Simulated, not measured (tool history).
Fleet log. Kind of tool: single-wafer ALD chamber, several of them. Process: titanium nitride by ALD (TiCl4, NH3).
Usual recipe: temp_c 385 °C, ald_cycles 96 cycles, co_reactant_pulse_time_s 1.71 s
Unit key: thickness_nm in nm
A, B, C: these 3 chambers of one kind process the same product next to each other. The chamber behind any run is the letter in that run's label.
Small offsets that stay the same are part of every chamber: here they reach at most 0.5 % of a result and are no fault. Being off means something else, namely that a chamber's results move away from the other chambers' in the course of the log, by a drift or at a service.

run   hour  temp_c  ald_cycles  co_reactant_pulse_time_s  hours since the last thermocouple change  read-back reference wafer on the same gauge, thickness_nm  thickness_nm
 1C    3.6     385          96                      1.71                                     650.5                                                     1.7904         2.088
 2A    8.7     385          96                      1.71                                     255.9                                                     1.7897        2.0576
 3B   13.9     385          96                      1.71                                    1490.2                                                     1.7908        2.0953
 4C   18.3     385          96                      1.71                                     665.2                                                     1.7895        2.0871
 5B   21.6     385          96                      1.71                                    1497.9                                                     1.7876        2.0763
 6A   27.7     385          96                      1.71                                     274.9                                                     1.7906        2.0604
 7B   34.6     385          96                      1.71                                    1510.9                                                     1.7893        2.0724
 8A   40.2     385          96                      1.71                                     287.4                                                     1.7899         2.073
 9C   43.4     385          96                      1.71                                     690.3                                                     1.7885         2.069
10B   48.7     385          96                      1.71                                      1525                                                      1.792        2.0993
11C   53.2     385          96                      1.71                                     700.1                                                      1.788        2.0858
12A   58.1     385          96                      1.71                                     305.3                                                     1.7899         2.055
13B   64.8     385          82                      1.34                                    1541.1                                                     1.7912        1.7652
14A   70.4     385          82                      1.34                                     317.6                                                     1.7871        1.7441
15C   75.7     385          82                      1.34                                     722.6                                                     1.7906        1.7445
16C   79.1     385         114                      1.71                                       726                                                     1.7887        2.4641
17B   84.4     385         114                      1.71                                    1560.7                                                     1.7909        2.4804
18A   89.3     385         114                      1.71                                     336.5                                                     1.7903        2.4424
19A   95.1     380          96                      1.71                                     342.3                                                     1.7897         2.056
20C   99.6     380          96                      1.71                                     746.5                                                     1.7897        2.0602
21B  104.1     380          96                      1.71                                    1580.4                                                     1.7908        2.0727
22B  109.4     385          96                      1.71                                    1585.7                                                     1.7887        2.0634
23C  112.4     385          96                      1.71                                     759.3                                                     1.7913        2.0891
24A  115.8     385          96                      1.71                                       363                                                     1.7898        2.0712
25C  120.7     385          96                      1.71                                     767.6                                                     1.7888        2.0857
26B  126.5     385          96                      1.71                                    1602.8                                                     1.7898        2.0759
27A  132.6     385          96                      1.71                                     379.8                                                     1.7912        2.0733
28C  138.7     385          96                      1.71                                     785.6                                                     1.7918        2.0907
29A  144.2     390          96                      1.71                                     391.4                                                     1.7888        2.0713
30B  149.6     390          96                      1.71                                    1625.9                                                     1.7924        2.0838
31C  153.3     390          96                      1.71                                     800.2                                                     1.7904        2.1005
32B  158.7     385          96                      1.71                                      1635                                                     1.7909        2.0919
33A  165.3     385          96                      1.71                                     412.5                                                     1.7883        2.0626
34C  171.7     385          96                      1.71                                     818.6                                                       1.79        2.0812
35A  176.5     385          83                      1.71                                     423.7                                                     1.7907        1.7839
36B  182.1     385          83                      1.71                                    1658.4                                                     1.7885        1.7918
37B  186.7     385          83                      1.71                                      1663                                                      1.789         1.803
38A  191.9     397          96                      2.01                                     439.1                                                     1.7882         2.094
39C  198.2     397          96                      2.01                                     845.1                                                     1.7907        2.1237
40A  204.8     397          96                      2.01                                       452                                                     1.7899        2.1192

Decide between three cases: one chamber stands off from its peers, the gauge reading all wafers drifts, or nothing is wrong past each chamber's small offset. Where a chamber is off, say which and what most likely put it there.

Neither any chamber nor the gauge drifts; the chambers differ only by their own small, steady offsets.
